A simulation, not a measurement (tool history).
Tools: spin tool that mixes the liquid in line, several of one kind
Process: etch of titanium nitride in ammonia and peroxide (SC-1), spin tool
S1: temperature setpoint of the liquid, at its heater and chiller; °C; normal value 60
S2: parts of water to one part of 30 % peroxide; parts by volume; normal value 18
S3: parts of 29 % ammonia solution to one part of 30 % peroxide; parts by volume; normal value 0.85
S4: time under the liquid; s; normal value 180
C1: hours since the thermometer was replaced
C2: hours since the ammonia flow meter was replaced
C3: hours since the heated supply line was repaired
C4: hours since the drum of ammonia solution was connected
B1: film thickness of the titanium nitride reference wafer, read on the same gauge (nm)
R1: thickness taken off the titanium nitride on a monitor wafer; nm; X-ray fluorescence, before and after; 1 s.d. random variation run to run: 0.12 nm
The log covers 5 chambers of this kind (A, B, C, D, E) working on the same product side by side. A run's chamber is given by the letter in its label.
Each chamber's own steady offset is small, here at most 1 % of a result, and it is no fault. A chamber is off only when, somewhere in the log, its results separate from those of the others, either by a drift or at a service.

| run | hour | S1 | S2 | S3 | S4 | C1 | C2 | C3 | C4 | B1 | R1 |
|---|---|---|---|---|---|---|---|---|---|---|---|
| 1D | 6.7 | 60 | 18 | 0.85 | 180 | 843.1 | 665.1 | 83.4 | 291.3 | 149.98 | 12.832 |
|  | 8.4 | chamber E: new drum of ammonia solution connected |
| 2C | 15.9 | 60 | 18 | 0.85 | 180 | 1402.8 | 340.8 | 1292.9 | 234 | 150 | 13.175 |
|  | 16 | chamber E: thermometer replaced |
| 3A | 24.2 | 60 | 18 | 0.85 | 180 | 136.3 | 42.1 | 484.6 | 837.1 | 150.01 | 13.048 |
| 4B | 32 | 60 | 18 | 0.85 | 180 | 1023 | 741 | 628.2 | 697.7 | 149.97 | 13.16 |
|  | 34.3 | chamber B: thermometer replaced |
| 5E | 40 | 60 | 18 | 0.85 | 180 | 24.1 | 604.9 | 540.5 | 31.6 | 150.03 | 12.991 |
|  | 47.6 | chamber B: ammonia flow meter replaced |
| 6A | 48.4 | 68.5 | 18 | 0.85 | 230 | 160.5 | 66.3 | 508.8 | 861.3 | 149.98 | 29.027 |
| 7E | 55.6 | 68.5 | 18 | 0.85 | 230 | 39.7 | 620.5 | 556.1 | 47.2 | 150.03 | 29.156 |
| 8B | 63.6 | 68.5 | 18 | 0.85 | 230 | 29.3 | 16.1 | 659.8 | 729.3 | 150 | 28.652 |
| 9D | 71.1 | 68.5 | 18 | 0.85 | 230 | 907.5 | 729.5 | 147.8 | 355.7 | 150.03 | 28.334 |
| 10C | 77.5 | 68.5 | 18 | 0.85 | 230 | 1464.4 | 402.4 | 1354.5 | 295.6 | 150.02 | 29.066 |
| 11C | 85.3 | 60 | 18 | 0.85 | 180 | 1472.2 | 410.2 | 1362.3 | 303.4 | 150.02 | 13.05 |
| 12A | 91 | 60 | 18 | 0.85 | 180 | 203.1 | 108.9 | 551.4 | 903.9 | 150 | 13.217 |
| 13E | 95.1 | 60 | 18 | 0.85 | 180 | 79.2 | 660 | 595.6 | 86.7 | 149.99 | 13.097 |
| 14B | 103.2 | 60 | 18 | 0.85 | 180 | 68.9 | 55.7 | 699.4 | 768.9 | 150 | 13.226 |
| 15D | 111.8 | 60 | 12 | 0.85 | 280 | 948.2 | 770.2 | 188.5 | 396.4 | 150.02 | 25.786 |
| 16D | 119.8 | 60 | 12 | 0.85 | 280 | 956.2 | 778.2 | 196.5 | 404.4 | 149.99 | 25.879 |
|  | 120.5 | chamber A: new drum of ammonia solution connected |
| 17A | 126.3 | 60 | 12 | 0.85 | 280 | 238.4 | 144.2 | 586.7 | 5.9 | 149.98 | 25.814 |
| 18E | 131.3 | 60 | 12 | 0.85 | 280 | 115.4 | 696.2 | 631.8 | 122.9 | 149.98 | 25.574 |
| 19B | 137.7 | 60 | 12 | 0.85 | 280 | 103.4 | 90.2 | 733.9 | 803.4 | 150.04 | 25.064 |
| 20C | 146.3 | 60 | 18 | 0.85 | 180 | 1533.2 | 471.2 | 1423.3 | 364.4 | 150.02 | 13.165 |
| 21B | 154 | 60 | 18 | 0.85 | 180 | 119.7 | 106.5 | 750.2 | 819.7 | 150.02 | 13.226 |
| 22C | 162.3 | 60 | 18 | 0.85 | 180 | 1549.2 | 487.2 | 1439.3 | 380.4 | 150.03 | 13.091 |
| 23A | 167.1 | 60 | 18 | 0.85 | 180 | 279.2 | 185 | 627.5 | 46.7 | 150 | 13.203 |
| 24E | 173.2 | 60 | 24 | 0.85 | 180 | 157.3 | 738.1 | 673.7 | 164.8 | 149.99 | 11.26 |
| 25D | 180.5 | 60 | 24 | 0.85 | 180 | 1016.9 | 838.9 | 257.2 | 465.1 | 149.99 | 11.804 |
| 26C | 184.9 | 60 | 24 | 0.85 | 180 | 1571.8 | 509.8 | 1461.9 | 403 | 149.96 | 11.26 |
| 27E | 191.4 | 60 | 24 | 0.85 | 180 | 175.5 | 756.3 | 691.9 | 183 | 150.01 | 11.243 |
| 28D | 199.9 | 60 | 24 | 0.85 | 180 | 1036.3 | 858.3 | 276.6 | 484.5 | 150.01 | 11.791 |
| 29A | 205.1 | 60 | 18 | 0.85 | 180 | 317.2 | 223 | 665.5 | 84.7 | 150.02 | 13.013 |
| 30B | 211.2 | 60 | 18 | 0.85 | 180 | 176.9 | 163.7 | 807.4 | 876.9 | 149.97 | 13.178 |
| 31C | 217.7 | 60 | 10 | 0.85 | 180 | 1604.6 | 542.6 | 1494.7 | 435.8 | 150.02 | 18.205 |
|  | 223.3 | chamber B: heated supply line repaired |
| 32B | 226.4 | 60 | 10 | 0.85 | 180 | 192.1 | 178.9 | 3.2 | 892.1 | 149.98 | 17.851 |
| 33A | 234.6 | 60 | 10 | 0.85 | 180 | 346.7 | 252.5 | 695 | 114.2 | 150.02 | 18.197 |
| 34E | 240.8 | 60 | 10 | 0.85 | 180 | 224.9 | 805.7 | 741.3 | 232.4 | 150 | 17.763 |
| 35D | 245.3 | 60 | 10 | 0.85 | 180 | 1081.7 | 903.7 | 322 | 529.9 | 150 | 19.52 |
|  | 249.6 | chamber C: heated supply line repaired |
| 36D | 254.8 | 60 | 18 | 0.85 | 180 | 1091.2 | 913.2 | 331.5 | 539.4 | 149.98 | 14.191 |
|  | 260.9 | chamber C: new drum of ammonia solution connected |
| 37E | 261.4 | 68 | 14 | 0.85 | 180 | 245.5 | 826.3 | 761.9 | 253 | 150.02 | 25.044 |
| 38A | 269.8 | 68 | 14 | 0.85 | 180 | 381.9 | 287.7 | 730.2 | 149.4 | 149.99 | 24.962 |
| 39B | 278.5 | 68 | 14 | 0.85 | 180 | 244.2 | 231 | 55.3 | 944.2 | 150 | 24.827 |
| 40C | 284.8 | 68 | 14 | 0.85 | 180 | 1671.7 | 609.7 | 35.3 | 24 | 150 | 25.263 |
| 41B | 292.8 | 68 | 14 | 0.85 | 180 | 258.5 | 245.3 | 69.6 | 958.5 | 150 | 24.751 |
| 42C | 300.8 | 60 | 18 | 0.85 | 180 | 1687.7 | 625.7 | 51.3 | 40 | 150.01 | 13.268 |

Is one chamber off against the others, does the gauge drift, or is nothing wrong? If a chamber is off, say which, and what the likeliest cause is.

Little by little, chamber D moves away from the other chambers.
Most likely cause: liquid hotter than its thermometer reads (K) = 1.52.

Here are 4 candidates for chamber D's next run, each the usual settings with a change, their results left as question marks. Which one brings its results back in line with what the others give on the usual settings?
To be in line, a result may differ from the other chambers' mean on the usual settings by at most: R1 0.44 nm
| 43D-1 | 307.6 | 60 | 15 | 0.85 | 180 |  |  |  |  |  | ? |
| 43D-2 | 307.6 | 60 | 18.5 | 0.85 | 165 |  |  |  |  |  | ? |
| 43D-3 | 307.6 | 57 | 18 | 0.85 | 180 |  |  |  |  |  | ? |
| 43D-4 | 307.6 | 61.5 | 17.5 | 0.85 | 195 |  |  |  |  |  | ? |

The other chambers' mean on the usual settings: R1 13.165 nm
| run | R1 |
|---|---|
| 43D-1 | 15.909 |
| 43D-2 | 13.013 |
| 43D-3 | 11.853 |
| 43D-4 | 17.457 |
With 43D-2, the chamber falls back in line with the rest.

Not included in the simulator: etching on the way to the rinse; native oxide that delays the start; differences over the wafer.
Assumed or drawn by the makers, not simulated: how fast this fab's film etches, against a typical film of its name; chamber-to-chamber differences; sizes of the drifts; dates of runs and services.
